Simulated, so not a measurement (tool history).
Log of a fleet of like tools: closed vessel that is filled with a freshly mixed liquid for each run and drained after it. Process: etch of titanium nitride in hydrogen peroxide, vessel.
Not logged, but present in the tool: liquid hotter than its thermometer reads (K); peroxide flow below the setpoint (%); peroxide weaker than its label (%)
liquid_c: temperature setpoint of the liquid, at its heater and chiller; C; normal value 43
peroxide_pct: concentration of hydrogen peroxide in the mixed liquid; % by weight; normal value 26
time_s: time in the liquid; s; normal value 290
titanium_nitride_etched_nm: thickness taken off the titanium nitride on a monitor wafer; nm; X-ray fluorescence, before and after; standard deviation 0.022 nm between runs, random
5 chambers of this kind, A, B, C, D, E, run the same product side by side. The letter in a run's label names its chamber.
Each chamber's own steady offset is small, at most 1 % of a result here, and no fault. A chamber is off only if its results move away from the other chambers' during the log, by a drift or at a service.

run   hour  liquid_c  peroxide_pct  time_s  hours since the thermometer was replaced  hours since the peroxide flow meter was replaced  hours since the drum of peroxide was connected  read-back film thickness of the titanium nitride reference wafer, read on the same gauge (nm)  titanium_nitride_etched_nm
 1D    3.9        43            26     290                                     415.4                                             454.7                                           462.4                                                                                         140.01                      4.5695
 2A    8.6        43            26     290                                     503.3                                             394.6                                           328.3                                                                                         140.02                      4.5311
 3B   12.8        43            26     290                                     299.5                                            1140.9                                          1190.4                                                                                            140                      4.5534
 4C   18.6        43            26     290                                     109.6                                             518.9                                          1092.9                                                                                         140.01                      4.5522
 5E   23.2        43            26     290                                      1116                                             494.9                                           299.8                                                                                         139.98                      4.5497
 6A   27.4        43            26     290                                     522.1                                             413.4                                           347.1                                                                                            140                      4.5811
 7E   31.4        43            26     290                                    1124.2                                             503.1                                             308                                                                                         140.01                      4.6074
 8C   34.8        43            26     290                                     125.8                                             535.1                                          1109.1                                                                                         140.01                      4.5548
 9D   39.5        46          22.5     290                                       451                                             490.3                                             498                                                                                         139.99                      5.5457
      42.1  -- chamber D: peroxide flow meter replaced
10B   42.2        46          22.5     290                                     328.9                                            1170.3                                          1219.8                                                                                         140.01                      5.5131
11C   46.5        46          22.5     290                                     137.5                                             546.8                                          1120.8                                                                                         140.01                      5.5152
      47.4  -- chamber B: new drum of peroxide connected
12A     52        46          22.5     290                                     546.7                                               438                                           371.7                                                                                            140                      5.5295
13D   55.2        46          22.5     290                                     466.7                                              13.2                                           513.7                                                                                         139.98                      5.4957
14E     60        43            26     290                                    1152.8                                             531.7                                           336.6                                                                                         139.98                      4.5964
15B   62.9      33.5          29.5     290                                     349.6                                              1191                                            15.6                                                                                            140                      2.2573
16B   68.2      33.5          29.5     290                                     354.9                                            1196.3                                            20.9                                                                                         139.98                      2.2732
17E   70.9      33.5          29.5     290                                    1163.7                                             542.6                                           347.5                                                                                         140.02                      2.2055
18A   74.2      33.5          29.5     290                                     568.9                                             460.2                                           393.9                                                                                         139.98                      2.2469
19C   78.6      33.5          29.5     290                                     169.6                                             578.9                                          1152.9                                                                                         140.01                      2.2195
20D   82.1        43            26     290                                     493.6                                              40.1                                           540.6                                                                                            140                      4.5471
21D   86.9        43            26     290                                     498.4                                              44.9                                           545.4                                                                                            140                      4.5316
22E   90.6        43            26     290                                    1183.4                                             562.3                                           367.2                                                                                         139.99                      4.5863
23C   95.4        43            26     290                                     186.4                                             595.7                                          1169.7                                                                                         139.99                      4.5703
24B  100.3        43            26     290                                       387                                            1228.4                                              53                                                                                         140.01                      4.6184
25A  105.4        43            26     290                                     600.1                                             491.4                                           425.1                                                                                            140                      4.5192
26E    111        43            30     420                                    1203.8                                             582.7                                           387.6                                                                                         140.01                      6.7423
27C  115.7        43            30     420                                     206.7                                               616                                            1190                                                                                         140.01                      6.8226
28A  120.5        43            30     420                                     615.2                                             506.5                                           440.2                                                                                            140                      6.7922
29B  124.2        43            30     420                                     410.9                                            1252.3                                            76.9                                                                                         140.01                      6.9559
30D  129.8        43            30     420                                     541.3                                              87.8                                           588.3                                                                                         139.99                       6.774
31E  133.7        43            26     290                                    1226.5                                             605.4                                           410.3                                                                                         140.01                       4.559
32A  139.2        43            26     290                                     633.9                                             525.2                                           458.9                                                                                         140.02                      4.5567
33D  143.5        43            26     290                                       555                                             101.5                                             602                                                                                            140                      4.4945
34B  149.2        43            26     290                                     435.9                                            1277.3                                           101.9                                                                                         140.01                      4.6784
35C  153.9        43            26     290                                     244.9                                             654.2                                          1228.2                                                                                         140.01                      4.5747
36B  156.5        43            26     290                                     443.2                                            1284.6                                           109.2                                                                                         140.01                       4.669
37A  160.3        43            26     290                                       655                                             546.3                                             480                                                                                         140.02                       4.502
38D  164.9        47            26     160                                     576.4                                             122.9                                           623.4                                                                                         140.01                      3.3792
39E  168.4        47            26     160                                    1261.2                                             640.1                                             445                                                                                         139.98                      3.3907
40C  172.9        47            26     160                                     263.9                                             673.2                                          1247.2                                                                                         139.99                      3.4292
41A  178.1        47            26     160                                     672.8                                             564.1                                           497.8                                                                                         139.99                      3.3407
42C  183.9        47            26     160                                     274.9                                             684.2                                          1258.2                                                                                            140                      3.4106
43E    188        43            26     290                                    1280.8                                             659.7                                           464.6                                                                                         140.01                      4.5915

Is one chamber out of step, is the gauge drifting, or do the chambers differ by no more than their own small offsets? For an off chamber, give its letter and the likeliest cause.

One chamber, B, drifts off from the rest bit by bit.
Cause: liquid hotter than its thermometer reads (K) = 0.364.
Not necessarily distinguishable in this log from: peroxide flow above the setpoint (%).

Which of the 4 candidates below, each the usual settings with something changed and its results left as question marks, puts chamber B back in line with what the other chambers give on the usual settings?
Allowed miss from the other chambers' usual-settings mean, per result, to count as in line: titanium_nitride_etched_nm 0.076 nm
44B-1  192.1        43            26     280                                                                                                                                                                                                                                                                      ?
44B-2  192.1        43          19.5     290                                                                                                                                                                                                                                                                      ?
44B-3  192.1        43            26     310                                                                                                                                                                                                                                                                      ?
44B-4  192.1        43          29.5     290                                                                                                                                                                                                                                                                      ?

Other chambers, usual settings, mean: titanium_nitride_etched_nm 4.5523 nm
  run  titanium_nitride_etched_nm
44B-1                      4.5355
44B-2                      4.4118
44B-3                      5.0215
44B-4                       4.831
44B-1 brings the chamber back in line.
